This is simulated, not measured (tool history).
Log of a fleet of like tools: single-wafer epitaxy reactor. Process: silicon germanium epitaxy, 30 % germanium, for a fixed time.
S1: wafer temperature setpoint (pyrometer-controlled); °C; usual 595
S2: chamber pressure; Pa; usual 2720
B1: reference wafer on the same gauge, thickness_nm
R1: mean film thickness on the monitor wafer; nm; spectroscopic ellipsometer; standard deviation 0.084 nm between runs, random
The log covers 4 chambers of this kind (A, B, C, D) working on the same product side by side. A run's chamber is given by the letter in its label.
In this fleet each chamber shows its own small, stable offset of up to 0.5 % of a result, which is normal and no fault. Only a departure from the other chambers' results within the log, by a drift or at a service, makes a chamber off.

run   hour   S1    S2      B1      R1
 1D    8.4  595  2720  44.199  54.233
 2A   14.8  595  2720  44.212  54.273
 3B   24.7  595  2720  44.212  54.248
 4C   35.7  595  2720  44.242  54.459
 5B   45.4  595  2720  44.256  54.188
 6C   53.7  595  2720  44.240  54.526
 7D   61.4  595  2720  44.252  54.319
 8A   69.5  595  2720  44.293  54.279
 9C   77.9  595  2720  44.287  54.536
10A   84.7  595  2720  44.292  54.134
11B   94.3  595  2720  44.285  54.237
12D  104.1  595  2720  44.311  54.455
13C  114.2  595  2720  44.313  54.383
14D  125.6  595  2720  44.314  54.467
15B  137.9  595  2720  44.347  54.400
16A  150.6  595  2720  44.362  54.342
17A  162.9  595  2720  44.353  54.295
18C  174.9  581  3066  44.363  44.259
19B  182.4  581  3066  44.385  44.048
20D  192.1  581  3066  44.404  43.936
21B  200.3  581  3066  44.398  43.977
22A  211.0  595  2720  44.388  54.370
23C  216.9  595  2720  44.401  54.760
24D  229.4  581  3373  44.432  45.806
25A  237.8  581  3373  44.426  45.578
     244.6  -- chamber D: capacitance manometer re-zeroed and calibrated
26C  247.5  581  3373  44.446  46.074
27D  259.4  581  3373  44.459  45.794
28B  265.1  595  2720  44.473  54.466
29D  271.4  595  2720  44.470  54.548

Which is it: a chamber that has drifted or been left off by a service, a gauge drift common to all chambers, or only each chamber's usual small offset? If a chamber is off, name it and its likeliest cause.

It is the gauge, not a chamber: its drift shows up in every chamber's results at once, and no chamber is off.
Likeliest cause: gauge reads high (%) = 0.64.
